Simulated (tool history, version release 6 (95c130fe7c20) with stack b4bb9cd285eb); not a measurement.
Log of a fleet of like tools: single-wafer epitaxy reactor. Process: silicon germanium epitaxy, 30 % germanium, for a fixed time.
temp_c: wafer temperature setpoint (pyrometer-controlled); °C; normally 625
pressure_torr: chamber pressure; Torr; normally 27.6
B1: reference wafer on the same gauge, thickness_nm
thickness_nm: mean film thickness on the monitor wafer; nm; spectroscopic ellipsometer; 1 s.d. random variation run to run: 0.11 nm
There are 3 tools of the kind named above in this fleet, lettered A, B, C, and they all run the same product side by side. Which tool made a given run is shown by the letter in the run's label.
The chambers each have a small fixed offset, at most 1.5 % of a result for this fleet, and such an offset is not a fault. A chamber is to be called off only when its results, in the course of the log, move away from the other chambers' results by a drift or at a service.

At hour 4.1: chamber C: pyrometer calibrated.
Run 1A, hour 8.4: usual settings; B1 90.990. Result: thickness_nm 103.300 nm.
Run 2C, hour 15.3: usual settings; B1 90.974. Result: thickness_nm 105.390 nm.
Run 3B, hour 23.6: usual settings; B1 90.944. Result: thickness_nm 103.950 nm.
Run 4B, hour 31.1: usual settings; B1 90.943. Result: thickness_nm 103.980 nm.
Run 5A, hour 38.1: usual settings; B1 90.957. Result: thickness_nm 102.990 nm.
Run 6C, hour 47.1: usual settings; B1 90.883. Result: thickness_nm 105.320 nm.
Run 7B, hour 55.2: usual settings but pressure_torr 25.2 Torr; B1 90.917. Result: thickness_nm 100.400 nm.
Run 8A, hour 64.1: usual settings but pressure_torr 25.2 Torr; B1 90.901. Result: thickness_nm 99.593 nm.
Run 9C, hour 71.2: usual settings but pressure_torr 25.2 Torr; B1 90.861. Result: thickness_nm 101.770 nm.
Run 10B, hour 77.9: usual settings; B1 90.891. Result: thickness_nm 104.120 nm.
Run 11C, hour 83.1: usual settings; B1 90.869. Result: thickness_nm 105.360 nm.
Run 12A, hour 92.7: usual settings; B1 90.820. Result: thickness_nm 103.140 nm.
Run 13A, hour 97.9: usual settings; B1 90.840. Result: thickness_nm 103.140 nm.
Run 14B, hour 104.2: usual settings; B1 90.822. Result: thickness_nm 104.110 nm.
Run 15C, hour 109.2: usual settings; B1 90.814. Result: thickness_nm 105.310 nm.
Run 16B, hour 117.6: usual settings; B1 90.804. Result: thickness_nm 103.870 nm.
Run 17A, hour 122.7: usual settings; B1 90.768. Result: thickness_nm 103.240 nm.
Run 18C, hour 128.7: usual settings; B1 90.790. Result: thickness_nm 105.040 nm.
At hour 135.7: chamber C: capacitance manometer re-zeroed and calibrated.
Run 19B, hour 137.3: usual settings; B1 90.790. Result: thickness_nm 103.910 nm.
Run 20A, hour 146.2: usual settings; B1 90.770. Result: thickness_nm 103.020 nm.
Run 21C, hour 151.9: usual settings; B1 90.753. Result: thickness_nm 105.360 nm.
Run 22B, hour 160.5: usual settings; B1 90.741. Result: thickness_nm 103.880 nm.
Run 23A, hour 166.6: usual settings; B1 90.688. Result: thickness_nm 102.890 nm.
Run 24C, hour 175.3: usual settings but temp_c 631 °C; B1 90.695. Result: thickness_nm 116.480 nm.
Run 25B, hour 181.6: usual settings but temp_c 631 °C; B1 90.678. Result: thickness_nm 115.020 nm.
Run 26A, hour 189.4: usual settings but temp_c 631 °C; B1 90.663. Result: thickness_nm 114.090 nm.
Run 27C, hour 195.5: usual settings; B1 90.678. Result: thickness_nm 105.030 nm.
Run 28C, hour 202.1: usual settings; B1 90.639. Result: thickness_nm 104.990 nm.
Run 29A, hour 208.0: usual settings; B1 90.646. Result: thickness_nm 102.750 nm.
Run 30B, hour 214.1: usual settings; B1 90.637. Result: thickness_nm 103.760 nm.
Run 31C, hour 221.3: usual settings; B1 90.599. Result: thickness_nm 105.260 nm.

Does one chamber stand apart from the rest, does the shared gauge drift, or is all well apart from small per-chamber offsets? Give the chamber and the most likely cause, where there is one.

None of the chambers is off. What moves is the gauge, dragging all their readings along together.
Likeliest cause: gauge reads low (%) = 0.433.
